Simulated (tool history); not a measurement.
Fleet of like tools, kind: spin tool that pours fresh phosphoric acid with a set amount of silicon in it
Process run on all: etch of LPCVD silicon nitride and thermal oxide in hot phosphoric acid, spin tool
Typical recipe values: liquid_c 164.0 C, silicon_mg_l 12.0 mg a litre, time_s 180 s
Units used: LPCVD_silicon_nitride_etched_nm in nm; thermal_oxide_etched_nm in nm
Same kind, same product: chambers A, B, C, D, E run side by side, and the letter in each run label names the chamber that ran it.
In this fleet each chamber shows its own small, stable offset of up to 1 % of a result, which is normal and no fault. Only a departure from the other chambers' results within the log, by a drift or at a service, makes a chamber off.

run   hour  liquid_c  silicon_mg_l  time_s  hours since the thermometer was replaced  hours since the dissolved silicon flow meter was replaced  hours since the heated supply line was repaired  read-back film thickness of the LPCVD silicon nitride reference wafer, read on the same gauge (nm)  read-back film thickness of the thermal oxide reference wafer, read on the same gauge (nm)  LPCVD_silicon_nitride_etched_nm  thermal_oxide_etched_nm
 1C   11.7     164.0          12.0     180                                     953.9                                                       12.7                                           1425.2                                                                                              129.94                                                                                      69.992                           17.673                  0.49465
 2D   23.3     164.0          12.0     180                                     669.3                                                     1089.1                                            204.3                                                                                              129.98                                                                                      70.003                           17.421                  0.48673
 3E   31.4     164.0          12.0     180                                     353.0                                                     1000.9                                            545.8                                                                                              129.99                                                                                      70.019                           18.001                  0.46565
 4B   40.5     164.0          12.0     180                                     141.6                                                     1094.4                                            624.1                                                                                              130.02                                                                                      70.007                           17.739                  0.51066
 5A   51.3     164.0          12.0     180                                     455.5                                                       87.9                                            375.9                                                                                              129.97                                                                                      69.972                           17.683                  0.54539
 6E   57.5     164.0          12.0     180                                     379.1                                                     1027.0                                            571.9                                                                                              130.02                                                                                      69.996                           17.724                  0.53649
      66.0  -- chamber E: dissolved silicon flow meter replaced
 7D   70.3     164.0          12.0     180                                     716.3                                                     1136.1                                            251.3                                                                                              130.02                                                                                      70.002                           17.823                  0.46622
 8B   79.3     164.0          12.0     180                                     180.4                                                     1133.2                                            662.9                                                                                              130.01                                                                                      69.998                           17.475                  0.53738
 9C   87.0     164.0          12.0     180                                    1029.2                                                       88.0                                           1500.5                                                                                              129.97                                                                                      69.999                           17.664                  0.49549
10A   98.5     162.0          12.0     180                                     502.7                                                      135.1                                            423.1                                                                                              130.00                                                                                      69.998                           16.893                  0.35116
11C  105.8     162.0          12.0     180                                    1048.0                                                      106.8                                           1519.3                                                                                              129.99                                                                                      69.959                           16.510                  0.44003
12D  116.3     162.0          12.0     180                                     762.3                                                     1182.1                                            297.3                                                                                              130.00                                                                                      70.021                           16.854                  0.41552
13E  123.2     162.0          12.0     180                                     444.8                                                       57.3                                            637.6                                                                                              129.99                                                                                      69.984                           16.552                  0.49137
14B  130.0     162.0          12.0     180                                     231.1                                                     1183.9                                            713.6                                                                                              129.97                                                                                      70.009                           16.556                  0.46745
15A  142.7     164.0          12.0     180                                     546.9                                                      179.3                                            467.3                                                                                              129.96                                                                                      69.994                           17.900                  0.47553
16D  148.9     164.0          12.0     180                                     794.9                                                     1214.7                                            329.9                                                                                              129.98                                                                                      70.035                           17.902                  0.57154
17A  155.6     164.0          12.0     180                                     559.8                                                      192.2                                            480.2                                                                                              129.96                                                                                      69.987                           17.926                  0.51551
18C  164.2     164.0          12.0     180                                    1106.4                                                      165.2                                           1577.7                                                                                              129.97                                                                                      70.000                           17.772                  0.57703
19E  171.4     162.5           3.5     180                                     493.0                                                      105.5                                            685.8                                                                                              130.05                                                                                      69.991                           16.683                  0.61698
20B  184.3     162.5           3.5     180                                     285.4                                                     1238.2                                            767.9                                                                                              129.96                                                                                      69.986                           16.693                  0.52560
     188.2  -- chamber E: thermometer replaced
21D  194.7     162.5           3.5     180                                     840.7                                                     1260.5                                            375.7                                                                                              129.98                                                                                      70.003                           17.051                  0.54859
22A  207.0     162.5           3.5     180                                     611.2                                                      243.6                                            531.6                                                                                              130.02                                                                                      70.033                           16.837                  0.60412
23B  213.5     162.5           3.5     180                                     314.6                                                     1267.4                                            797.1                                                                                              130.02                                                                                      70.017                           16.893                  0.50673
24E  219.7     166.5          12.0     215                                      31.6                                                      153.8                                            734.1                                                                                              130.00                                                                                      70.016                           22.296                  0.71788
25C  226.2     166.5          12.0     215                                    1168.4                                                      227.2                                           1639.7                                                                                              129.97                                                                                      69.992                           22.833                  0.70961
26B  235.5     166.5          12.0     215                                     336.6                                                     1289.4                                            819.1                                                                                              130.03                                                                                      69.974                           23.242                  0.82073
27E  243.4     166.5          12.0     215                                      55.3                                                      177.5                                            757.8                                                                                              129.99                                                                                      70.023                           22.567                  0.58365
28A  252.7     166.5          12.0     215                                     656.9                                                      289.3                                            577.3                                                                                              129.96                                                                                      70.045                           22.644                  0.76319
29C  259.1     164.0          12.0     180                                    1201.3                                                      260.1                                           1672.6                                                                                              129.96                                                                                      70.006                           17.865                  0.47029
30D  265.7     164.0          12.0     180                                     911.7                                                     1331.5                                            446.7                                                                                              129.99                                                                                      69.993                           18.086                  0.50162
31E  273.7     164.0          12.0     180                                      85.6                                                      207.8                                            788.1                                                                                              129.99                                                                                      69.982                           17.118                  0.51228
32D  281.5     164.0          12.0     180                                     927.5                                                     1347.3                                            462.5                                                                                              129.99                                                                                      70.004                           17.675                  0.45561
33B  293.2     164.0          12.0     180                                     394.3                                                     1347.1                                            876.8                                                                                              130.03                                                                                      70.007                           17.476                  0.51743
34C  298.9     164.0          12.0     180                                    1241.1                                                      299.9                                           1712.4                                                                                              129.94                                                                                      70.002                           17.521                  0.59906
35A  309.2     164.0          12.0     180                                     713.4                                                      345.8                                            633.8                                                                                              130.01                                                                                      69.997                           17.473                  0.56457
36A  317.1     164.0          12.0     180                                     721.3                                                      353.7                                            641.7                                                                                              130.01                                                                                      70.000                           18.032                  0.48953
37C  323.3     164.0          12.0     180                                    1265.5                                                      324.3                                           1736.8                                                                                              130.00                                                                                      69.987                           17.617                  0.55579

All chambers now run identical settings, listed one chamber a line with results as question marks. What results will each chamber show?
38A  332.6     164.0          12.0     180                                                                                                                                                                                                                                                                                                                                                                                      ?                        ?
38B  332.6     164.0          12.0     180                                                                                                                                                                                                                                                                                                                                                                                      ?                        ?
38C  332.6     164.0          12.0     180                                                                                                                                                                                                                                                                                                                                                                                      ?                        ?
38D  332.6     164.0          12.0     180                                                                                                                                                                                                                                                                                                                                                                                      ?                        ?
38E  332.6     164.0          12.0     180                                                                                                                                                                                                                                                                                                                                                                                      ?                        ?

run  LPCVD_silicon_nitride_etched_nm  thermal_oxide_etched_nm
38A                           17.761                  0.46627
38B                           17.524                  0.58417
38C                           17.662                  0.51332
38D                           17.878                  0.56536
38E                           17.090                  0.43865
